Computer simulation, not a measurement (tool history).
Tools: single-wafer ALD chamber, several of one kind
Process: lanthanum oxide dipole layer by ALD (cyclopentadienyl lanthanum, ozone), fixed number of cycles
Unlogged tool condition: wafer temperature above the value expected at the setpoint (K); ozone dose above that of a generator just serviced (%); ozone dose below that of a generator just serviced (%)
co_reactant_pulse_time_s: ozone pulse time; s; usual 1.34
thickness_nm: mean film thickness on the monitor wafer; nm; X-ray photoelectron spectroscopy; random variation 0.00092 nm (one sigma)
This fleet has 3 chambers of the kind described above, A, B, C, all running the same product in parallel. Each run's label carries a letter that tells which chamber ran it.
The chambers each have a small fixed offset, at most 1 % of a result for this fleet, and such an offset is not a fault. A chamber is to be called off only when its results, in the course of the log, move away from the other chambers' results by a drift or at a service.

run	hour	co_reactant_pulse_time_s	hours since the last thermocouple change	hours since the last ozone generator service	read-back reference wafer on the same gauge, thickness_nm	thickness_nm
1B	4.8	1.34	2655.2	1131.7	0.60215	0.53563
2A	9	1.34	2178.7	542.6	0.60251	0.53665
3C	12.6	1.34	1047.3	1121.2	0.60258	0.54258
4A	14.9	1.34	2184.6	548.5	0.60282	0.53844
5B	17.6	1.34	2668	1144.5	0.60297	0.53527
6C	22.5	1.34	1057.2	1131.1	0.60335	0.54215
7C	25.3	1.34	1060	1133.9	0.60322	0.5441
8B	28.2	1.34	2678.6	1155.1	0.60347	0.53636
9A	31.7	1.8	2201.4	565.3	0.60353	0.56312
10C	34.3	1.8	1069	1142.9	0.60378	0.56948
11B	39.1	1.8	2689.5	1166	0.60423	0.56117
12A	43.3	1.34	2213	576.9	0.60446	0.53941
13B	48	1.34	2698.4	1174.9	0.60481	0.53728
14A	50.1	1.51	2219.8	583.7	0.60484	0.5513
15C	53.8	1.51	1088.5	1162.4	0.60531	0.5556
16A	56.3	1.51	2226	589.9	0.60511	0.55073
17C	60	1.34	1094.7	1168.6	0.60538	0.54621
18B	64.1	1.34	2714.5	1191	0.60553	0.53716
19C	67.9	1.34	1102.6	1176.5	0.60574	0.54656
20B	71.5	1.34	2721.9	1198.4	0.60597	0.53884

All chambers now run identical settings, listed one chamber a line with results as question marks. What results will each chamber show?
21A	75	1.34				?
21B	75	1.34				?
21C	75	1.34				?

run	thickness_nm
21A	0.54013
21B	0.53975
21C	0.54565
